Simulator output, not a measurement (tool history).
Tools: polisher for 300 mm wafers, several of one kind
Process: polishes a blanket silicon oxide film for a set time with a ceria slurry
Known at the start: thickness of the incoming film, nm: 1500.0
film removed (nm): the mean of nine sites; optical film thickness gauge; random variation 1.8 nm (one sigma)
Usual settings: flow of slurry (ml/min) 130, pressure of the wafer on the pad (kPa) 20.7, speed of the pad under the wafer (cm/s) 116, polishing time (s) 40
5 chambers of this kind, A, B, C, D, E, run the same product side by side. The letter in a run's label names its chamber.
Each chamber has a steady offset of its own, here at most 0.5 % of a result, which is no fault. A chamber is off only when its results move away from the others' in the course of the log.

run,day,flow of slurry (ml/min),pressure of the wafer on the pad (kPa),speed of the pad under the wafer (cm/s),polishing time (s),film removed (nm)
# day 0.008: chamber E: worn pad replaced by a new one
1D,0.283,130,20.7,116,40,174.28
2A,0.425,130,20.7,116,40,174.24
# day 0.55: chamber D: slurry nozzle cleaned
# day 0.554: chamber B: worn pad replaced by a new one
3B,0.592,130,20.7,116,40,175.03
4C,0.758,130,20.7,116,40,176.68
# day 0.783: chamber A: worn pad replaced by a new one
5E,1.029,130,20.7,116,40,173.31
# day 1.275: chamber B: slurry nozzle cleaned
6E,1.308,130,20.7,116,40,174.11
7A,1.429,130,20.7,116,40,171.92
8B,1.642,130,20.7,116,40,179.12
9D,1.833,130,20.7,116,40,173.61
# day 1.883: chamber D: worn pad replaced by a new one
10C,2.042,130,20.7,116,40,172.89
11E,2.296,130,17.9,116,46,178.32
12B,2.429,130,17.9,116,46,176.63
13D,2.692,130,17.9,116,46,174.47
14C,2.867,130,17.9,116,46,173.19
15A,3.121,130,17.9,116,46,173.25
16D,3.329,130,20.7,116,40,177.07
17C,3.475,130,20.7,116,40,182.3
# day 3.667: chamber A: worn pad replaced by a new one
18A,3.692,130,20.7,116,40,175.11
# day 3.75: chamber C: slurry nozzle cleaned
19E,3.838,130,20.7,116,40,174.73
# day 3.883: chamber B: worn pad replaced by a new one
# day 3.921: chamber C: worn pad replaced by a new one
20B,3.983,130,20.7,116,40,176.93
# day 4.175: chamber D: worn pad replaced by a new one
21B,4.229,130,20.7,142,28,151.03
22A,4.433,130,20.7,142,28,147.95
23C,4.608,130,20.7,142,28,153.77
# day 4.758: chamber E: worn pad replaced by a new one
24E,4.825,130,20.7,142,28,150.63
# day 4.983: chamber B: head pressure recalibrated
25D,5.079,130,20.7,142,28,149
26B,5.233,130,20.7,116,40,175.31
27D,5.392,130,20.7,116,40,174.2
28A,5.521,130,20.7,116,40,175.62
29E,5.696,130,20.7,116,40,175.45
30C,5.921,130,20.7,116,40,186.18
31A,6.071,130,20.7,116,40,173.36
32D,6.304,130,20.7,116,40,174.53
# day 6.4: chamber A: worn pad replaced by a new one
# day 6.417: chamber D: worn pad replaced by a new one
33C,6.5,130,20.7,116,40,185.83
34E,6.679,130,20.7,116,40,170.65
35B,6.896,130,20.7,116,40,174.75
36D,7.096,130,20.7,116,40,175.2
37C,7.35,130,20.7,116,40,195.92
38A,7.5,130,20.7,116,40,171.93

Next, every chamber runs the same settings. What will each give?
39A,7.704,160,20.7,116,40,?
39B,7.704,160,20.7,116,40,?
39C,7.704,160,20.7,116,40,?
39D,7.704,160,20.7,116,40,?
39E,7.704,160,20.7,116,40,?

run,film removed (nm)
39A,181.81
39B,181.18
39C,201.36
39D,182.65
39E,181.81
